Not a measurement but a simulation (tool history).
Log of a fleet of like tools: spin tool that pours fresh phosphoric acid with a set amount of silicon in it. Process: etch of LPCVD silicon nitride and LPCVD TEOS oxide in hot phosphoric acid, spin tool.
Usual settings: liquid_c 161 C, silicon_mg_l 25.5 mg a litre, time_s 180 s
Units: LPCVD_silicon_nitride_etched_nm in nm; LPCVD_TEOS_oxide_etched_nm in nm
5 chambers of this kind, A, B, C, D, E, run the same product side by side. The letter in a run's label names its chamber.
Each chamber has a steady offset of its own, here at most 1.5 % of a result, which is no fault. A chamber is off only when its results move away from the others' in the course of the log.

run,day,liquid_c,silicon_mg_l,time_s,hours since the thermometer was replaced,hours since the dissolved silicon flow meter was replaced,hours since the heated supply line was repaired,"read-back film thickness of the LPCVD silicon nitride reference wafer, read on the same gauge (nm)","read-back film thickness of the LPCVD TEOS oxide reference wafer, read on the same gauge (nm)",LPCVD_silicon_nitride_etched_nm,LPCVD_TEOS_oxide_etched_nm
1D,0.117,161,25.5,180,268.1,862.7,285.2,120.02,150.01,16.1010,0.49828
2C,0.317,161,25.5,180,824.6,677.6,2227.2,120.02,149.98,15.9380,0.43274
# day 0.508: chamber D: dissolved silicon flow meter replaced
3E,0.517,161,25.5,180,1635.7,1132.1,469.3,120.00,150.00,15.9060,0.44891
4A,0.700,161,25.5,180,2415.5,236.0,502.3,120.01,150.01,16.2250,0.44225
5B,0.800,161,25.5,180,971.7,286.0,602.8,120.03,150.01,15.7550,0.49161
6E,0.938,161,25.5,180,1645.8,1142.2,479.4,120.02,149.99,16.0820,0.44774
7B,1.054,161,25.5,180,977.8,292.1,608.9,120.00,149.99,15.9280,0.45766
8A,1.192,161,11.5,180,2427.3,247.8,514.1,120.01,149.98,16.2150,0.65838
9D,1.350,161,11.5,180,297.7,20.2,314.8,120.01,150.00,15.8440,0.65308
10C,1.488,161,11.5,180,852.7,705.7,2255.3,119.96,149.99,15.9340,0.67379
11D,1.662,161,11.5,180,305.2,27.7,322.3,119.98,149.99,15.8340,0.68555
12A,1.858,161,11.5,180,2443.3,263.8,530.1,120.02,150.01,15.9570,0.61839
13C,2.054,161,25.5,180,866.3,719.3,2268.9,119.97,150.00,15.6320,0.48444
14B,2.196,161,25.5,180,1005.2,319.5,636.3,120.00,149.98,16.0450,0.48148
15E,2.396,161,25.5,180,1680.8,1177.2,514.4,120.03,150.01,15.9640,0.47455
16B,2.521,161,25.5,180,1013.0,327.3,644.1,119.99,149.99,15.9260,0.41317
17C,2.646,161,25.5,180,880.5,733.5,2283.1,120.04,150.01,15.9820,0.47719
18D,2.862,161,25.5,180,334.0,56.5,351.1,119.99,150.01,15.5290,0.45535
19E,2.996,161,25.5,180,1695.2,1191.6,528.8,119.99,150.01,16.0670,0.45470
20A,3.108,161,25.5,180,2473.3,293.8,560.1,120.05,149.98,15.8500,0.43071
21B,3.225,161,25.5,180,1029.9,344.2,661.0,120.02,150.00,16.0970,0.45683
22C,3.338,161,25.5,180,897.1,750.1,2299.7,120.02,149.98,15.7910,0.41683
# day 3.412: chamber A: thermometer replaced
23E,3.492,161,25.5,180,1707.1,1203.5,540.7,119.98,150.00,16.1620,0.45808
24D,3.646,161,13.0,75,352.8,75.3,369.9,120.03,150.00,6.4477,0.23998
25A,3.850,161,13.0,75,10.6,311.6,577.9,119.99,150.00,6.6332,0.26528
# day 4.058: chamber C: dissolved silicon flow meter replaced
26E,4.062,161,13.0,75,1720.8,1217.2,554.4,120.01,150.00,6.7858,0.24929
27C,4.162,161,13.0,75,916.9,2.6,2319.5,119.95,149.99,6.6280,0.27808
28B,4.300,161,13.0,75,1055.7,370.0,686.8,119.97,149.98,6.5828,0.26311
29D,4.504,164,25.5,90,373.4,95.9,390.5,119.98,150.00,8.5171,0.27268
30A,4.712,164,25.5,90,31.3,332.3,598.6,120.00,150.03,8.8747,0.25342
31C,4.871,164,25.5,90,933.9,19.6,2336.5,119.97,150.01,8.7875,0.27934
32E,4.971,164,25.5,90,1742.6,1239.0,576.2,120.03,150.00,9.0711,0.26507
33D,5.158,164,25.5,90,389.1,111.6,406.2,119.97,149.97,8.3044,0.22174
34B,5.283,161,25.5,180,1079.3,393.6,710.4,120.03,150.01,15.9270,0.49054
35A,5.458,161,25.5,180,49.2,350.2,616.5,119.95,150.01,16.0870,0.42255
36B,5.642,161,25.5,180,1087.9,402.2,719.0,120.01,149.98,15.8480,0.48529
37D,5.779,161,25.5,180,404.0,126.5,421.1,120.00,149.99,15.0150,0.40810

Is one chamber off against the others, does the gauge drift, or is nothing wrong? If a chamber is off, say which, and what the likeliest cause is.

Chamber D drifts away from the others.
Cause: temperature lost on the way to the wafer (K) = 1.64.
The log may not tell that from: liquid colder than its thermometer reads (K).

Here are 4 candidates for chamber D's next run, each the usual settings with a change, their results left as question marks. Which one brings its results back in line with what the others give on the usual settings?
In line means no further than this from the other chambers' mean on the usual settings: LPCVD_silicon_nitride_etched_nm 0.4100 nm; LPCVD_TEOS_oxide_etched_nm 0.10000 nm
38D-1,5.933,161,21.5,200,,,,,,?,?
38D-2,5.933,161,29.5,160,,,,,,?,?
38D-3,5.933,161,27.5,170,,,,,,?,?
38D-4,5.933,161,23.5,190,,,,,,?,?

The other chambers' mean on the usual settings: LPCVD_silicon_nitride_etched_nm 15.9920 nm; LPCVD_TEOS_oxide_etched_nm 0.46000 nm
run,LPCVD_silicon_nitride_etched_nm,LPCVD_TEOS_oxide_etched_nm
38D-1,16.7640,0.51688
38D-2,13.4110,0.31476
38D-3,14.2500,0.36066
38D-4,15.9260,0.46172
38D-4 brings the chamber back in line.

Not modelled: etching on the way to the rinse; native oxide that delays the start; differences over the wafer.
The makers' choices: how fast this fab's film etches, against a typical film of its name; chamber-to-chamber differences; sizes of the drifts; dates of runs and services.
